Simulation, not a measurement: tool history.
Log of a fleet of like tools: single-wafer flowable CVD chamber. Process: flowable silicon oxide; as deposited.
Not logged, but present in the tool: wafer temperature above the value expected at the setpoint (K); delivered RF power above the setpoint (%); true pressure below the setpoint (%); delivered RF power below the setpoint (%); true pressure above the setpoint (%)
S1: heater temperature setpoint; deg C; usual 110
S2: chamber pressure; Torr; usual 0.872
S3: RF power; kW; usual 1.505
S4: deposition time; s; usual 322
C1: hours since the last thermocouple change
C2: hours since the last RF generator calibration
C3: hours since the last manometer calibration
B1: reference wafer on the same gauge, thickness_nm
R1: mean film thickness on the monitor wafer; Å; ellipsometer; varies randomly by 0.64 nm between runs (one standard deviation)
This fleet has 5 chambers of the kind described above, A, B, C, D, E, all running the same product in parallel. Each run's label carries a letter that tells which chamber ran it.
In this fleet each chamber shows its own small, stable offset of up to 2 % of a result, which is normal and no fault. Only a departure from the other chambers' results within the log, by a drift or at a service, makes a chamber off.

At hour 1.9: chamber A: capacitance manometer re-zeroed and calibrated.
Run 1C, hour 3.4: usual settings; C1 59.5; C2 322.6; C3 920.7; B1 134. Result: R1 1466.8 Å.
Run 2D, hour 8.9: usual settings; C1 2466.6; C2 635.6; C3 594.4; B1 133.95. Result: R1 1458.8 Å.
Run 3A, hour 12.3: usual settings; C1 652.7; C2 417.6; C3 10.5; B1 133.87. Result: R1 1461.7 Å.
Run 4E, hour 15.3: usual settings; C1 1137.9; C2 45.3; C3 849.1; B1 134.03. Result: R1 1433.1 Å.
Run 5B, hour 20.6: usual settings; C1 1571.8; C2 998.3; C3 667.5; B1 134.03. Result: R1 1445.5 Å.
Run 6A, hour 25.9: usual settings; C1 666.3; C2 431.2; C3 24.1; B1 134.21. Result: R1 1457.2 Å.
Run 7B, hour 29.3: usual settings; C1 1580.5; C2 1007; C3 676.2; B1 133.95. Result: R1 1446.3 Å.
Run 8E, hour 32.8: usual settings; C1 1155.4; C2 62.8; C3 866.6; B1 134.04. Result: R1 1433 Å.
Run 9C, hour 37.2: usual settings; C1 93.3; C2 356.4; C3 954.5; B1 134.04. Result: R1 1455.1 Å.
Run 10D, hour 42.6: usual settings; C1 2500.3; C2 669.3; C3 628.1; B1 134.1. Result: R1 1448.2 Å.
Run 11C, hour 45.4: usual settings; C1 101.5; C2 364.6; C3 962.7; B1 134.15. Result: R1 1468 Å.
Run 12D, hour 49.5: usual settings; C1 2507.2; C2 676.2; C3 635; B1 133.87. Result: R1 1452.1 Å.
Run 13E, hour 54: usual settings; C1 1176.6; C2 84; C3 887.8; B1 134.03. Result: R1 1437 Å.
Run 14B, hour 58.5: usual settings; C1 1609.7; C2 1036.2; C3 705.4; B1 134.05. Result: R1 1463.2 Å.
At hour 61.7: chamber D: thermocouple changed; heater temperature recalibrated.
Run 15A, hour 63.7: usual settings; C1 704.1; C2 469; C3 61.9; B1 134.07. Result: R1 1466.6 Å.
Run 16D, hour 68.1: usual settings; C1 6.4; C2 694.8; C3 653.6; B1 133.92. Result: R1 1462.4 Å.
Run 17E, hour 71.6: usual settings; C1 1194.2; C2 101.6; C3 905.4; B1 134. Result: R1 1431.7 Å.
Run 18A, hour 75.6: usual settings; C1 716; C2 480.9; C3 73.8; B1 134.17. Result: R1 1466.2 Å.
Run 19B, hour 81: usual settings; C1 1632.2; C2 1058.7; C3 727.9; B1 133.94. Result: R1 1461.8 Å.
Run 20C, hour 86.4: usual settings; C1 142.5; C2 405.6; C3 1003.7; B1 133.99. Result: R1 1449.6 Å.
Run 21E, hour 91.4: usual settings; C1 1214; C2 121.4; C3 925.2; B1 133.98. Result: R1 1432.1 Å.
Run 22C, hour 96.5: usual settings; C1 152.6; C2 415.7; C3 1013.8; B1 134.03. Result: R1 1454.9 Å.
Run 23B, hour 100.2: usual settings; C1 1651.4; C2 1077.9; C3 747.1; B1 134.03. Result: R1 1458.8 Å.
Run 24D, hour 105.6: usual settings; C1 43.9; C2 732.3; C3 691.1; B1 133.87. Result: R1 1445.2 Å.
Run 25A, hour 110.7: usual settings but S1 121 deg C, S4 346 s; C1 751.1; C2 516; C3 108.9; B1 134.09. Result: R1 1126.9 Å.
Run 26C, hour 113.9: usual settings but S1 121 deg C, S4 346 s; C1 170; C2 433.1; C3 1031.2; B1 133.95. Result: R1 1107 Å.
Run 27E, hour 116.7: usual settings but S1 121 deg C, S4 346 s; C1 1239.3; C2 146.7; C3 950.5; B1 133.94. Result: R1 1103.3 Å.
Run 28A, hour 119.1: usual settings but S1 121 deg C, S4 346 s; C1 759.5; C2 524.4; C3 117.3; B1 133.89. Result: R1 1120.6 Å.
Run 29B, hour 123.8: usual settings but S1 121 deg C, S4 346 s; C1 1675; C2 1101.5; C3 770.7; B1 133.96. Result: R1 1125 Å.
Run 30D, hour 127.9: usual settings; C1 66.2; C2 754.6; C3 713.4; B1 134.01. Result: R1 1463.1 Å.
Run 31A, hour 130.8: usual settings; C1 771.2; C2 536.1; C3 129; B1 134.08. Result: R1 1472.7 Å.
Run 32C, hour 134.7: usual settings; C1 190.8; C2 453.9; C3 1052; B1 133.92. Result: R1 1444.4 Å.
Run 33D, hour 137.4: usual settings; C1 75.7; C2 764.1; C3 722.9; B1 134.19. Result: R1 1454.2 Å.
Run 34B, hour 142.5: usual settings; C1 1693.7; C2 1120.2; C3 789.4; B1 133.99. Result: R1 1443.8 Å.
At hour 145.1: chamber C: capacitance manometer re-zeroed and calibrated.
Run 35E, hour 146.4: usual settings; C1 1269; C2 176.4; C3 980.2; B1 133.86. Result: R1 1425.7 Å.
Run 36B, hour 149.8: usual settings; C1 1701; C2 1127.5; C3 796.7; B1 133.95. Result: R1 1449.7 Å.
Run 37E, hour 154.9: usual settings; C1 1277.5; C2 184.9; C3 988.7; B1 133.98. Result: R1 1426.9 Å.
Run 38A, hour 158.2: usual settings but S4 298 s; C1 798.6; C2 563.5; C3 156.4; B1 134.07. Result: R1 1341.6 Å.
Run 39C, hour 162.5: usual settings but S4 298 s; C1 218.6; C2 481.7; C3 17.4; B1 134.08. Result: R1 1316.3 Å.
Run 40D, hour 166.5: usual settings but S4 298 s; C1 104.8; C2 793.2; C3 752; B1 134.03. Result: R1 1349.6 Å.

Decide between three cases: one chamber stands off from its peers, the gauge reading all wafers drifts, or nothing is wrong past each chamber's small offset. Where a chamber is off, say which and what most likely put it there.

Chamber C drifts away from the others.
What lies behind it: delivered RF power below the setpoint (%) = 6.51.
The log may not tell that from: wafer temperature above the value expected at the setpoint (K).

Below are 4 candidate recipes for chamber C's next run, each the usual settings with a change, their results shown as question marks. Which of them brings C's results back in line with what the other chambers give on the usual settings?
In line means no further than this from the other chambers' mean on the usual settings: R1 22 Å
Run 41C-1, hour 170.4: usual settings but S2 0.849 Torr, S3 1.5 kW, S4 318 s. Result: R1 ?.
Run 41C-2, hour 170.4: usual settings but S2 0.886 Torr. Result: R1 ?.
Run 41C-3, hour 170.4: usual settings but S1 109 deg C, S2 0.881 Torr, S4 324 s. Result: R1 ?.
Run 41C-4, hour 170.4: usual settings but S2 0.862 Torr, S4 320 s. Result: R1 ?.

The other chambers' mean on the usual settings: R1 1450.7 Å
  run      R1
41C-1  1353.7
41C-2  1449.9
41C-3  1496.8
41C-4    1391
With 41C-2, the chamber falls back in line with the rest.
